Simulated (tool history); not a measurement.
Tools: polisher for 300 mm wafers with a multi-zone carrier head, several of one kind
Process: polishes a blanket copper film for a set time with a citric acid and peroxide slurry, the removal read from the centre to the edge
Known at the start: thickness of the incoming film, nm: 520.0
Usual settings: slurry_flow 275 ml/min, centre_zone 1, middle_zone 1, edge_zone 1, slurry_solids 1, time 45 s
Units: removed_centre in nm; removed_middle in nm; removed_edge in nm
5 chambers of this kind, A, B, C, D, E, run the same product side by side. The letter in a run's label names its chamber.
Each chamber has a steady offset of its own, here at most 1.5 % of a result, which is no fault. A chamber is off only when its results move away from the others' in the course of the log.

run	hour	slurry_flow	centre_zone	middle_zone	edge_zone	slurry_solids	time	removed_centre	removed_middle	removed_edge
1B	6.1	275	1	1	1	1	45	101.95	103.3	100.35
# hour 11.8: chamber E: worn pad replaced by a new one
2E	16	275	1	1	1	1	45	101.7	102.45	101.78
# hour 17: chamber A: worn pad replaced by a new one
# hour 20.2: chamber A: slurry nozzle cleaned
# hour 23.6: chamber B: worn pad replaced by a new one
# hour 29: chamber E: edge zone pressure recalibrated
3A	29.6	275	1	1	1	1	45	102.11	101.17	100.55
4C	42.2	275	1	1	1	1	45	103.14	102.73	103.04
5D	52.1	275	1	1	1	1	45	103.47	102.97	102.25
6B	62.9	275	1	1	1	1	45	102.77	100.39	103.13
# hour 64.7: chamber C: worn pad replaced by a new one
7C	70.1	275	1	1	1	1	45	102.37	100.73	102.82
8E	82.3	275	1	1	1	1	45	102.72	103.15	101.56
# hour 84.6: chamber D: worn pad replaced by a new one
9D	90.8	275	1	1	1	1	45	102.07	100.64	103.89
10A	100.5	275	1	1	1	1	45	102.47	103.44	101.41
# hour 100.9: chamber A: worn pad replaced by a new one
# hour 111.4: chamber E: worn pad replaced by a new one
# hour 111.7: chamber B: worn pad replaced by a new one
11B	112	275	1	1	1	1	45	103.33	103.89	103.05
12D	119.3	275	1	1	1	1	45	101.9	105.03	104.09
13C	125.8	275	1	1	1	1	45	101.79	103.76	102.44
14A	133	275	1	1	1	1	45	101.11	100.94	100.68
# hour 143.6: chamber C: worn pad replaced by a new one
15E	146.4	275	1.08	1	1	1	45	110.09	104.5	103.72
16C	156.9	275	1.08	1	1	1	45	111.46	103.89	102.67
17B	165.4	275	1.08	1	1	1	45	111.67	101.94	100.77
# hour 166.5: chamber D: worn pad replaced by a new one
# hour 175.7: chamber A: worn pad replaced by a new one
18D	177.8	275	1.08	1	1	1	45	111.91	103.01	101.72
# hour 189.7: chamber B: edge zone pressure recalibrated
19E	191	275	1.08	1	1	1	45	111.36	103.32	102.5
# hour 192: chamber B: worn pad replaced by a new one
20A	198.8	320	1	1	1	1	32	73.478	73.259	73.796
# hour 199.1: chamber E: worn pad replaced by a new one
21A	209.6	320	1	1	1	1	32	74.428	72.111	70.435
# hour 217: chamber C: worn pad replaced by a new one
22B	218.4	320	1	1	1	1	32	73.932	76.245	74.178
# hour 220.6: chamber A: slurry nozzle cleaned
23E	227.5	320	1	1	1	1	32	74.233	75.842	74.395
# hour 230.9: chamber E: slurry nozzle cleaned
24C	238.7	320	1	1	1	1	32	73.99	75.566	73.11
25D	246.9	275	1	1	1	1	45	102.36	101.6	100.71
# hour 247.4: chamber D: worn pad replaced by a new one
# hour 249.3: chamber A: worn pad replaced by a new one
# hour 255.4: chamber D: centre zone pressure recalibrated
26E	260.9	275	1	1	1	1	45	101.56	103.02	103.42
# hour 263: chamber C: centre zone pressure recalibrated
27B	272.9	275	1	1	1	1	45	101.61	101.69	101.07
28C	284.7	275	1	1	1	1	45	102.33	103.79	102.61
# hour 288.7: chamber B: worn pad replaced by a new one
# hour 291.3: chamber C: worn pad replaced by a new one
# hour 291.4: chamber E: worn pad replaced by a new one
29A	296.9	275	1	1	1	1	45	103.15	102.51	100.06
30D	306.9	275	1	1	1	1	45	101.85	102.81	102.82
# hour 315: chamber D: worn pad replaced by a new one
31A	315.7	275	1	1	1	1	45	102.33	103.68	100.52
# hour 327: chamber A: worn pad replaced by a new one
32D	327.5	275	1	1	1	1	45	102.68	101.73	101.33
33B	337.5	275	1	1	1	1	45	102.43	104.34	102.37
# hour 341.6: chamber C: slurry nozzle cleaned
34E	345.9	275	1	1	1	1	45	102.36	102	101.23
35C	352.8	275	1	1	1	1	45	101.68	103.47	101.92
36D	359.2	275	1	1	1	1	45	102.07	101.07	102.5
37E	368.5	275	1	1	1	1	45	100.18	104.28	103.14
38B	380.9	275	1	1	1	1	45	101.2	100.74	101.34
39A	391.4	275	1	1	1	1	45	102.28	100.2	101.07

Is one chamber off against the others, does the gauge drift, or is nothing wrong? If a chamber is off, say which, and what the likeliest cause is.

No chamber stands off beyond its own small offset, and the gauge holds steady.

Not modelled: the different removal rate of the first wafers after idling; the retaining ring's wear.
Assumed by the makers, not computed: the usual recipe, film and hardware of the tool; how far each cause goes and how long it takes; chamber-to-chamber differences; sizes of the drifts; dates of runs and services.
